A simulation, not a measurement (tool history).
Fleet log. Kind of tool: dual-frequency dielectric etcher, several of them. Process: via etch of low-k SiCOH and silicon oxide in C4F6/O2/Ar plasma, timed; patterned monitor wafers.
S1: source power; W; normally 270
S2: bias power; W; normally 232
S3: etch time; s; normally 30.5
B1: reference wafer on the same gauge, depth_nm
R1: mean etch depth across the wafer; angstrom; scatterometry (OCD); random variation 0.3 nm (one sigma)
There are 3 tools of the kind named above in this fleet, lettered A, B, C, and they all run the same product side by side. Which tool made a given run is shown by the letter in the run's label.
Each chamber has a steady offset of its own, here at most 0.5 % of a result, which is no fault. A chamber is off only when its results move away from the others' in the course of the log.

Run 1B, hour 7.8: usual settings; B1 69.234. Result: R1 674.08 angstrom.
Run 2A, hour 15.8: usual settings; B1 69.231. Result: R1 671.56 angstrom.
Run 3C, hour 22.5: usual settings; B1 69.16. Result: R1 672.68 angstrom.
At hour 29.5: chamber A: wet clean of the chamber.
Run 4C, hour 33: usual settings; B1 69.275. Result: R1 667.76 angstrom.
Run 5A, hour 39.6: usual settings; B1 69.076. Result: R1 671.73 angstrom.
Run 6B, hour 51.4: usual settings; B1 69.153. Result: R1 674.89 angstrom.
Run 7C, hour 57.6: usual settings; B1 69.175. Result: R1 675.19 angstrom.
At hour 58.2: chamber C: source power generator calibrated.
Run 8B, hour 69.2: usual settings but S1 210 W; B1 69.194. Result: R1 610.87 angstrom.
Run 9A, hour 79.1: usual settings but S1 210 W; B1 69.204. Result: R1 612.05 angstrom.
Run 10C, hour 86.9: usual settings but S1 210 W; B1 69.098. Result: R1 615.38 angstrom.
Run 11B, hour 97.7: usual settings; B1 69.17. Result: R1 671.55 angstrom.
Run 12A, hour 108.1: usual settings but S2 187 W, S3 38.5 s; B1 69.12. Result: R1 794.48 angstrom.
Run 13C, hour 113.6: usual settings but S2 187 W, S3 38.5 s; B1 69.249. Result: R1 782.69 angstrom.
Run 14A, hour 120.8: usual settings but S2 187 W, S3 38.5 s; B1 69.214. Result: R1 786.56 angstrom.
Run 15B, hour 130.9: usual settings but S1 240 W, S2 205 W; B1 69.253. Result: R1 617.48 angstrom.
Run 16B, hour 137.6: usual settings but S1 240 W, S2 205 W; B1 69.273. Result: R1 615.01 angstrom.
Run 17A, hour 148.7: usual settings but S1 240 W, S2 205 W; B1 69.239. Result: R1 612.17 angstrom.
Run 18C, hour 157.2: usual settings; B1 69.227. Result: R1 664.33 angstrom.
Run 19C, hour 169: usual settings; B1 69.168. Result: R1 663.75 angstrom.
Run 20A, hour 175.5: usual settings; B1 69.134. Result: R1 675.11 angstrom.
Run 21B, hour 183.7: usual settings; B1 69.209. Result: R1 673.94 angstrom.
Run 22B, hour 190.4: usual settings; B1 69.184. Result: R1 672.9 angstrom.
Run 23A, hour 201.4: usual settings; B1 69.124. Result: R1 671.01 angstrom.
Run 24C, hour 212.1: usual settings; B1 69.218. Result: R1 659.3 angstrom.
Run 25B, hour 218.4: usual settings; B1 69.276. Result: R1 675.17 angstrom.
Run 26A, hour 229: usual settings but S2 197 W, S3 23.5 s; B1 69.198. Result: R1 490.44 angstrom.
Run 27C, hour 239.5: usual settings but S2 197 W, S3 23.5 s; B1 69.202. Result: R1 477.87 angstrom.
Run 28B, hour 246.8: usual settings but S2 197 W, S3 23.5 s; B1 69.315. Result: R1 488.7 angstrom.
Run 29A, hour 254.1: usual settings but S3 27 s; B1 69.114. Result: R1 596.38 angstrom.
Run 30C, hour 264.8: usual settings but S3 27 s; B1 69.16. Result: R1 573.45 angstrom.
Run 31A, hour 275.9: usual settings but S3 27 s; B1 69.205. Result: R1 589.55 angstrom.
Run 32B, hour 283.4: usual settings; B1 69.239. Result: R1 671.3 angstrom.
Run 33C, hour 289: usual settings; B1 69.23. Result: R1 649.31 angstrom.
Run 34A, hour 300.2: usual settings; B1 69.211. Result: R1 672.02 angstrom.
Run 35C, hour 312: usual settings; B1 69.239. Result: R1 646.32 angstrom.
Run 36B, hour 317.7: usual settings; B1 69.195. Result: R1 672.99 angstrom.
Run 37A, hour 324.4: usual settings; B1 69.151. Result: R1 669.67 angstrom.
Run 38B, hour 334.9: usual settings; B1 69.218. Result: R1 674.02 angstrom.

Decide between three cases: one chamber stands off from its peers, the gauge reading all wafers drifts, or nothing is wrong past each chamber's small offset. Where a chamber is off, say which and what most likely put it there.

One chamber, C, drifts off from the rest bit by bit.
What lies behind it: etch rate under this chamber's usual, % = 4.59.

Here are 4 candidates for chamber C's next run, each the usual settings with a change, their results left as question marks. Which one brings its results back in line with what the others give on the usual settings?
Maximum distance from the other chambers' mean on the usual settings for a result to count as in line: R1 10 angstrom
Run 39C-1, hour 343.4: usual settings but S1 290 W, S2 245 W. Result: R1 ?.
Run 39C-2, hour 343.4: usual settings but S2 228 W, S3 28.5 s. Result: R1 ?.
Run 39C-3, hour 343.4: usual settings but S3 29 s. Result: R1 ?.
Run 39C-4, hour 343.4: usual settings but S1 300 W, S2 256 W. Result: R1 ?.

Mean of the other chambers on the usual settings: R1 671.8 angstrom
  run      R1
39C-1  673.81
39C-2  597.63
39C-3  611.73
39C-4  693.05
Change 39C-1 lands the chamber within the allowed miss of the other chambers.

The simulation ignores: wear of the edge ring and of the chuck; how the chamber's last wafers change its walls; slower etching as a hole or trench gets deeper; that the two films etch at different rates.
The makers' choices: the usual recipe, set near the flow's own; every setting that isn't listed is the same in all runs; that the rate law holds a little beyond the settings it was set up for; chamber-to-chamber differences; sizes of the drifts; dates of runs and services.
